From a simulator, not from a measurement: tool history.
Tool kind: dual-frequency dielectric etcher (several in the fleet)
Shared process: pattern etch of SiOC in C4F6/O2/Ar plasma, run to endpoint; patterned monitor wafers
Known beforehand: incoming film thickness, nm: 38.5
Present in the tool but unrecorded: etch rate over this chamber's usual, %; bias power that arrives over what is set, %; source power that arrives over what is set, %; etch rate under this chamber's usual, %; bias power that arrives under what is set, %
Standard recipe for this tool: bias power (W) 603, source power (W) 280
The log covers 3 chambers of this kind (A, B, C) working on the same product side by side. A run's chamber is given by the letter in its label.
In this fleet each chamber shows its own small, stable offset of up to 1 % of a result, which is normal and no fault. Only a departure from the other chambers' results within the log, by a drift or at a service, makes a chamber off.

run   hour  bias power (W)  source power (W)  hours since the last wet clean  hours since the last bias power generator calibration  hours since the last source power generator calibration  endpoint time (s)
       0.8  -- chamber C: wet clean of the chamber
 1B    8.7             603               280                           327.9                                                 1408.5                                                   1753.5             13.789
 2C   15.6             603               280                            14.9                                                  956.4                                                   2754.5               13.6
 3A   22.6             603               280                           502.9                                                 1408.3                                                    499.1             13.732
 4A   30.7             603               280                             511                                                 1416.4                                                    507.2             13.817
 5B     37             603               280                           356.2                                                 1436.8                                                   1781.8             13.802
 6C   45.2             603               280                            44.5                                                    986                                                   2784.1              13.58
 7B     53             603               280                           372.2                                                 1452.8                                                   1797.8              13.87
      60.9  -- chamber A: wet clean of the chamber
 8C   64.5             603               280                            63.8                                                 1005.3                                                   2803.4             13.646
 9A     76             603               280                            15.2                                                 1461.7                                                    552.5             13.794
10C   85.1             603               280                            84.4                                                 1025.9                                                     2824             13.665
11B   96.6             744               230                           415.8                                                 1496.4                                                   1841.4             13.701
12A  107.5             744               230                            46.7                                                 1493.2                                                      584              13.65
     111.6  -- chamber B: wet clean of the chamber
13B  117.8             744               230                             6.3                                                 1517.6                                                   1862.6             14.441
14A  126.3             603               280                            65.5                                                   1512                                                    602.8              13.73
15C  138.2             603               280                           137.5                                                   1079                                                   2877.1             13.647
16B    150             499               350                            38.5                                                 1549.8                                                   1894.8             14.357
17A  158.1             499               350                            97.3                                                 1543.8                                                    634.6             13.717
18C    164             499               350                           163.3                                                 1104.8                                                   2902.9             13.442
19C  176.8             603               280                           176.1                                                 1117.6                                                   2915.7             13.536
20B  183.9             603               280                            72.4                                                 1583.7                                                   1928.7             14.662
21A  190.4             603               280                           129.6                                                 1576.1                                                    666.9             13.654
22A  198.3             603               280                           137.5                                                   1584                                                    674.8             13.878
23B  207.4             603               280                            95.9                                                 1607.2                                                   1952.2             14.491
24C  214.9             603               280                           214.2                                                 1155.7                                                   2953.8             13.645
25A    227             603               280                           166.2                                                 1612.7                                                    703.5             13.862
26B  235.6             547               280                           124.1                                                 1635.4                                                   1980.4             15.113
27C  243.1             547               280                           242.4                                                 1183.9                                                     2982             14.085
28B  249.2             547               280                           137.7                                                   1649                                                     1994             15.102
29A  257.2             603               280                           196.4                                                 1642.9                                                    733.7             13.775
30C  266.2             603               280                           265.5                                                   1207                                                   3005.1             13.641
31C    274             603               280                           273.3                                                 1214.8                                                   3012.9             13.665
32B  281.5             603               280                             170                                                 1681.3                                                   2026.3             14.634
33A  289.1             603               280                           228.3                                                 1674.8                                                    765.6             13.838
34A  301.5             603               280                           240.7                                                 1687.2                                                      778             13.835
35C  307.4             603               280                           306.7                                                 1248.2                                                   3046.3             13.616

Does one chamber stand apart from the rest, does the shared gauge drift, or is all well apart from small per-chamber offsets? Give the chamber and the most likely cause, where there is one.

A service on chamber B put it out of line with the rest.
Cause: etch rate under this chamber's usual, % = 5.09.

Here are 4 candidates for chamber B's next run, each the usual settings with a change, their results left as question marks. Which one brings its results back in line with what the others give on the usual settings?
In line means no further than this from the other chambers' mean on the usual settings: endpoint time (s) 0.2
36B-1  316.7             603               330                                                                                                                                                                  ?
36B-2  316.7             622               290                                                                                                                                                                  ?
36B-3  316.7             511               280                                                                                                                                                                  ?
36B-4  316.7             584               270                                                                                                                                                                  ?

The mean the other chambers reach with the usual settings: endpoint time (s) 13.719
  run  endpoint time (s)
36B-1             13.689
36B-2             14.176
36B-3             15.477
36B-4             14.905
Change 36B-1 lands the chamber within the allowed miss of the other chambers.
